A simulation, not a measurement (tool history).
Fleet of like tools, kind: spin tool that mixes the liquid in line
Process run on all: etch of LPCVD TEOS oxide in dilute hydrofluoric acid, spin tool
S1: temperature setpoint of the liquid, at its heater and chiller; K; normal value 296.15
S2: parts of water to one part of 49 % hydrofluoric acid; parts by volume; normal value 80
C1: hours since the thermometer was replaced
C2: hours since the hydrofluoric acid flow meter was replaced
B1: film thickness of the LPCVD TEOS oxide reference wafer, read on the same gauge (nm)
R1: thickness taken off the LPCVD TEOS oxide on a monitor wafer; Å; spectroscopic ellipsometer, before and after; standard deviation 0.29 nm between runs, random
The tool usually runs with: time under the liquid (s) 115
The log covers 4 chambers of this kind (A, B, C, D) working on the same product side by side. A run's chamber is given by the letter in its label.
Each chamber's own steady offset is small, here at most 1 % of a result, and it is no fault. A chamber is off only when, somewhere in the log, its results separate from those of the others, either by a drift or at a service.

run 1B day=0.612 | S1=296.15 S2=80 time_under_the_liquid_(s)=115 | C1=733.6 C2=977.3 | B1=60.013 | R1=290.56
run 2A day=0.958 | S1=296.15 S2=80 time_under_the_liquid_(s)=115 | C1=1559 C2=811.7 | B1=59.988 | R1=292.28
run 3D day=1.271 | S1=296.15 S2=80 time_under_the_liquid_(s)=115 | C1=93.9 C2=1194 | B1=60.001 | R1=290.34
run 4C day=1.833 | S1=296.15 S2=80 time_under_the_liquid_(s)=115 | C1=1585.6 C2=1578.3 | B1=60.002 | R1=295.83
run 5A day=2.504 | S1=296.15 S2=80 time_under_the_liquid_(s)=115 | C1=1596.1 C2=848.8 | B1=59.99 | R1=295.9
run 6C day=3.025 | S1=296.15 S2=80 time_under_the_liquid_(s)=115 | C1=1614.2 C2=1606.9 | B1=60.016 | R1=291.5
run 7B day=3.508 | S1=296.15 S2=80 time_under_the_liquid_(s)=115 | C1=803.1 C2=1046.8 | B1=60.012 | R1=289.71
run 8D day=3.954 | S1=296.15 S2=80 time_under_the_liquid_(s)=115 | C1=158.3 C2=1258.4 | B1=59.989 | R1=286.55
-- day=4.2 chamber B: thermometer replaced
run 9D day=4.558 | S1=296.15 S2=80 time_under_the_liquid_(s)=65 | C1=172.8 C2=1272.9 | B1=60.011 | R1=163.62
run 10C day=4.958 | S1=296.15 S2=80 time_under_the_liquid_(s)=65 | C1=1660.6 C2=1653.3 | B1=60.002 | R1=167.75
run 11B day=5.5 | S1=296.15 S2=80 time_under_the_liquid_(s)=65 | C1=31.3 C2=1094.6 | B1=59.995 | R1=165.22
run 12A day=6.071 | S1=296.15 S2=80 time_under_the_liquid_(s)=65 | C1=1681.7 C2=934.4 | B1=59.984 | R1=163.69
run 13B day=6.625 | S1=296.15 S2=80 time_under_the_liquid_(s)=115 | C1=58.3 C2=1121.6 | B1=60.029 | R1=296.75
-- day=6.654 chamber A: thermometer replaced
run 14C day=7.204 | S1=296.15 S2=80 time_under_the_liquid_(s)=115 | C1=1714.5 C2=1707.2 | B1=60.011 | R1=297.22
run 15D day=7.788 | S1=296.15 S2=80 time_under_the_liquid_(s)=115 | C1=250.3 C2=1350.4 | B1=59.997 | R1=285.12
run 16A day=8.183 | S1=296.15 S2=60 time_under_the_liquid_(s)=115 | C1=36.7 C2=985.1 | B1=59.991 | R1=395.31
run 17B day=8.688 | S1=296.15 S2=60 time_under_the_liquid_(s)=115 | C1=107.8 C2=1171.1 | B1=59.986 | R1=407.88
run 18C day=9.233 | S1=296.15 S2=60 time_under_the_liquid_(s)=115 | C1=1763.2 C2=1755.9 | B1=60.018 | R1=405.6
run 19D day=9.883 | S1=296.15 S2=60 time_under_the_liquid_(s)=115 | C1=300.6 C2=1400.7 | B1=60.016 | R1=394.47
run 20A day=10.354 | S1=296.15 S2=80 time_under_the_liquid_(s)=115 | C1=88.8 C2=1037.2 | B1=60.007 | R1=293.6
run 21A day=10.929 | S1=296.15 S2=80 time_under_the_liquid_(s)=115 | C1=102.6 C2=1051 | B1=59.98 | R1=293.49
run 22D day=11.483 | S1=296.15 S2=80 time_under_the_liquid_(s)=115 | C1=339 C2=1439.1 | B1=60.013 | R1=293.13
run 23C day=11.9 | S1=296.15 S2=105 time_under_the_liquid_(s)=115 | C1=1827.2 C2=1819.9 | B1=59.99 | R1=220.62
run 24B day=12.208 | S1=296.15 S2=105 time_under_the_liquid_(s)=115 | C1=192.3 C2=1255.6 | B1=60.009 | R1=215.99
run 25B day=12.621 | S1=296.15 S2=105 time_under_the_liquid_(s)=115 | C1=202.2 C2=1265.5 | B1=60.04 | R1=216.32
run 26D day=13.171 | S1=296.15 S2=105 time_under_the_liquid_(s)=115 | C1=379.5 C2=1479.6 | B1=60.031 | R1=218.63
run 27C day=13.683 | S1=296.15 S2=80 time_under_the_liquid_(s)=70 | C1=1870 C2=1862.7 | B1=59.999 | R1=178.76
run 28A day=14.283 | S1=296.15 S2=80 time_under_the_liquid_(s)=70 | C1=183.1 C2=1131.5 | B1=60.003 | R1=179.91
run 29B day=14.783 | S1=296.15 S2=80 time_under_the_liquid_(s)=70 | C1=254.1 C2=1317.4 | B1=60.002 | R1=177.54

The same settings go to every chamber for the next run, one line per chamber below. Forecast the results for each:
run 30A day=15.279 | S1=296.15 S2=80 time_under_the_liquid_(s)=180 | R1=?
run 30B day=15.279 | S1=296.15 S2=80 time_under_the_liquid_(s)=180 | R1=?
run 30C day=15.279 | S1=296.15 S2=80 time_under_the_liquid_(s)=180 | R1=?
run 30D day=15.279 | S1=296.15 S2=80 time_under_the_liquid_(s)=180 | R1=?

run=30A R1=454.38
run=30B R1=460.28
run=30C R1=455.95
run=30D R1=453.89
